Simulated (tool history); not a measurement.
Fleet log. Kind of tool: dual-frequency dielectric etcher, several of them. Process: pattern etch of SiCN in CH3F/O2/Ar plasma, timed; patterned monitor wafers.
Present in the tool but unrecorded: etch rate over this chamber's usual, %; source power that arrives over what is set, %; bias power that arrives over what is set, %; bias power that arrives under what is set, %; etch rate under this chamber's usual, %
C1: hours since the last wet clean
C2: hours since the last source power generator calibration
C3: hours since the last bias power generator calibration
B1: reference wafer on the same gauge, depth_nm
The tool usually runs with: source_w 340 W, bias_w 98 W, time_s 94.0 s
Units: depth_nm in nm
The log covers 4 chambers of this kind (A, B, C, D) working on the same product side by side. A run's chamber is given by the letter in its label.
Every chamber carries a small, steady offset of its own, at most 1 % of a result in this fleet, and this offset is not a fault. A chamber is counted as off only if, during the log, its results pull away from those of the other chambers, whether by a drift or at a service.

{"day": 0.267, "done": "chamber A: wet clean of the chamber"}
{"run": "1A", "day": 0.421, "source_w": 340, "bias_w": 98, "time_s": 94.0, "C1": 3.8, "C2": 2918.6, "C3": 3372.0, "B1": 30.018, "depth_nm": 37.031}
{"run": "2B", "day": 0.662, "source_w": 340, "bias_w": 98, "time_s": 94.0, "C1": 191.8, "C2": 4552.1, "C3": 2063.6, "B1": 29.965, "depth_nm": 36.818}
{"run": "3C", "day": 1.088, "source_w": 340, "bias_w": 98, "time_s": 94.0, "C1": 479.6, "C2": 1341.8, "C3": 1569.8, "B1": 29.982, "depth_nm": 37.307}
{"run": "4D", "day": 1.358, "source_w": 340, "bias_w": 98, "time_s": 94.0, "C1": 487.6, "C2": 2021.9, "C3": 3881.1, "B1": 30.029, "depth_nm": 37.271}
{"day": 1.546, "done": "chamber D: wet clean of the chamber"}
{"run": "5D", "day": 1.642, "source_w": 340, "bias_w": 98, "time_s": 94.0, "C1": 2.4, "C2": 2028.7, "C3": 3887.9, "B1": 30.011, "depth_nm": 36.896}
{"run": "6C", "day": 1.854, "source_w": 340, "bias_w": 82, "time_s": 94.0, "C1": 498.0, "C2": 1360.2, "C3": 1588.2, "B1": 29.968, "depth_nm": 35.053}
{"run": "7B", "day": 2.225, "source_w": 340, "bias_w": 82, "time_s": 94.0, "C1": 229.3, "C2": 4589.6, "C3": 2101.1, "B1": 29.979, "depth_nm": 34.548}
{"run": "8A", "day": 2.55, "source_w": 340, "bias_w": 82, "time_s": 94.0, "C1": 54.9, "C2": 2969.7, "C3": 3423.1, "B1": 30.001, "depth_nm": 34.825}
{"run": "9D", "day": 2.758, "source_w": 340, "bias_w": 82, "time_s": 94.0, "C1": 29.2, "C2": 2055.5, "C3": 3914.7, "B1": 30.04, "depth_nm": 34.76}
{"run": "10B", "day": 2.975, "source_w": 340, "bias_w": 98, "time_s": 94.0, "C1": 247.3, "C2": 4607.6, "C3": 2119.1, "B1": 30.011, "depth_nm": 36.972}
{"run": "11C", "day": 3.167, "source_w": 340, "bias_w": 98, "time_s": 94.0, "C1": 529.5, "C2": 1391.7, "C3": 1619.7, "B1": 30.021, "depth_nm": 37.348}
{"day": 3.288, "done": "chamber C: wet clean of the chamber"}
{"run": "12A", "day": 3.438, "source_w": 340, "bias_w": 98, "time_s": 94.0, "C1": 76.2, "C2": 2991.0, "C3": 3444.4, "B1": 29.995, "depth_nm": 37.031}
{"run": "13C", "day": 3.871, "source_w": 340, "bias_w": 98, "time_s": 94.0, "C1": 14.0, "C2": 1408.6, "C3": 1636.6, "B1": 30.023, "depth_nm": 37.631}
{"run": "14D", "day": 4.062, "source_w": 400, "bias_w": 121, "time_s": 94.0, "C1": 60.5, "C2": 2086.8, "C3": 3946.0, "B1": 30.0, "depth_nm": 42.923}
{"run": "15A", "day": 4.375, "source_w": 400, "bias_w": 121, "time_s": 94.0, "C1": 98.7, "C2": 3013.5, "C3": 3466.9, "B1": 29.99, "depth_nm": 43.073}
{"run": "16B", "day": 4.746, "source_w": 400, "bias_w": 121, "time_s": 94.0, "C1": 289.8, "C2": 4650.1, "C3": 2161.6, "B1": 29.983, "depth_nm": 42.463}
{"run": "17C", "day": 5.042, "source_w": 400, "bias_w": 121, "time_s": 94.0, "C1": 42.1, "C2": 1436.7, "C3": 1664.7, "B1": 29.989, "depth_nm": 42.934}
{"run": "18D", "day": 5.333, "source_w": 340, "bias_w": 98, "time_s": 94.0, "C1": 91.0, "C2": 2117.3, "C3": 3976.5, "B1": 30.007, "depth_nm": 37.203}
{"run": "19A", "day": 5.725, "source_w": 370, "bias_w": 98, "time_s": 94.0, "C1": 131.1, "C2": 3045.9, "C3": 3499.3, "B1": 29.979, "depth_nm": 38.168}
{"run": "20B", "day": 6.05, "source_w": 370, "bias_w": 98, "time_s": 94.0, "C1": 321.1, "C2": 4681.4, "C3": 2192.9, "B1": 30.007, "depth_nm": 38.226}
{"run": "21B", "day": 6.267, "source_w": 370, "bias_w": 98, "time_s": 94.0, "C1": 326.3, "C2": 4686.6, "C3": 2198.1, "B1": 29.997, "depth_nm": 38.062}
{"run": "22A", "day": 6.6, "source_w": 370, "bias_w": 98, "time_s": 94.0, "C1": 152.1, "C2": 3066.9, "C3": 3520.3, "B1": 30.026, "depth_nm": 38.298}
{"run": "23C", "day": 6.846, "source_w": 340, "bias_w": 98, "time_s": 94.0, "C1": 85.4, "C2": 1480.0, "C3": 1708.0, "B1": 30.025, "depth_nm": 37.27}
{"run": "24D", "day": 7.088, "source_w": 340, "bias_w": 98, "time_s": 94.0, "C1": 133.1, "C2": 2159.4, "C3": 4018.6, "B1": 29.99, "depth_nm": 36.858}
{"run": "25D", "day": 7.308, "source_w": 340, "bias_w": 98, "time_s": 94.0, "C1": 138.4, "C2": 2164.7, "C3": 4023.9, "B1": 29.992, "depth_nm": 37.198}
{"run": "26B", "day": 7.542, "source_w": 340, "bias_w": 98, "time_s": 94.0, "C1": 356.9, "C2": 4717.2, "C3": 2228.7, "B1": 29.991, "depth_nm": 36.707}
{"run": "27C", "day": 7.9, "source_w": 340, "bias_w": 98, "time_s": 94.0, "C1": 110.7, "C2": 1505.3, "C3": 1733.3, "B1": 30.032, "depth_nm": 37.581}
{"run": "28A", "day": 8.238, "source_w": 340, "bias_w": 98, "time_s": 94.0, "C1": 191.4, "C2": 3106.2, "C3": 3559.6, "B1": 29.983, "depth_nm": 37.526}
{"day": 8.412, "done": "chamber A: bias power generator calibrated"}
{"run": "29B", "day": 8.529, "source_w": 340, "bias_w": 113, "time_s": 121.0, "C1": 380.6, "C2": 4740.9, "C3": 2252.4, "B1": 30.025, "depth_nm": 50.147}
{"run": "30C", "day": 8.892, "source_w": 340, "bias_w": 113, "time_s": 121.0, "C1": 134.5, "C2": 1529.1, "C3": 1757.1, "B1": 30.008, "depth_nm": 50.489}
{"run": "31D", "day": 9.175, "source_w": 340, "bias_w": 113, "time_s": 121.0, "C1": 183.2, "C2": 2209.5, "C3": 4068.7, "B1": 29.993, "depth_nm": 50.525}
{"day": 9.179, "done": "chamber C: bias power generator calibrated"}
{"run": "32A", "day": 9.588, "source_w": 340, "bias_w": 113, "time_s": 121.0, "C1": 223.8, "C2": 3138.6, "C3": 28.2, "B1": 30.004, "depth_nm": 50.461}
{"run": "33A", "day": 9.808, "source_w": 340, "bias_w": 98, "time_s": 94.0, "C1": 229.1, "C2": 3143.9, "C3": 33.5, "B1": 29.998, "depth_nm": 37.423}
{"run": "34C", "day": 10.167, "source_w": 340, "bias_w": 98, "time_s": 94.0, "C1": 165.1, "C2": 1559.7, "C3": 23.8, "B1": 29.989, "depth_nm": 37.11}
{"run": "35D", "day": 10.425, "source_w": 340, "bias_w": 98, "time_s": 94.0, "C1": 213.2, "C2": 2239.5, "C3": 4098.7, "B1": 30.024, "depth_nm": 36.882}
{"run": "36B", "day": 10.796, "source_w": 340, "bias_w": 98, "time_s": 94.0, "C1": 435.0, "C2": 4795.3, "C3": 2306.8, "B1": 29.96, "depth_nm": 36.643}
{"run": "37D", "day": 11.1, "source_w": 340, "bias_w": 98, "time_s": 94.0, "C1": 229.4, "C2": 2255.7, "C3": 4114.9, "B1": 29.998, "depth_nm": 37.232}
{"day": 11.362, "done": "chamber B: wet clean of the chamber"}
{"run": "38B", "day": 11.521, "source_w": 340, "bias_w": 98, "time_s": 94.0, "C1": 3.9, "C2": 4812.7, "C3": 2324.2, "B1": 30.006, "depth_nm": 36.841}
{"run": "39A", "day": 11.821, "source_w": 340, "bias_w": 98, "time_s": 94.0, "C1": 277.4, "C2": 3192.2, "C3": 81.8, "B1": 29.997, "depth_nm": 37.062}

All 4 chambers run these settings next. Forecast each chamber's results:
{"run": "40A", "day": 12.138, "source_w": 340, "bias_w": 98, "time_s": 107.5, "depth_nm": "?"}
{"run": "40B", "day": 12.138, "source_w": 340, "bias_w": 98, "time_s": 107.5, "depth_nm": "?"}
{"run": "40C", "day": 12.138, "source_w": 340, "bias_w": 98, "time_s": 107.5, "depth_nm": "?"}
{"run": "40D", "day": 12.138, "source_w": 340, "bias_w": 98, "time_s": 107.5, "depth_nm": "?"}

run=40A depth_nm=42.712
run=40B depth_nm=42.374
run=40C depth_nm=43.035
run=40D depth_nm=42.234
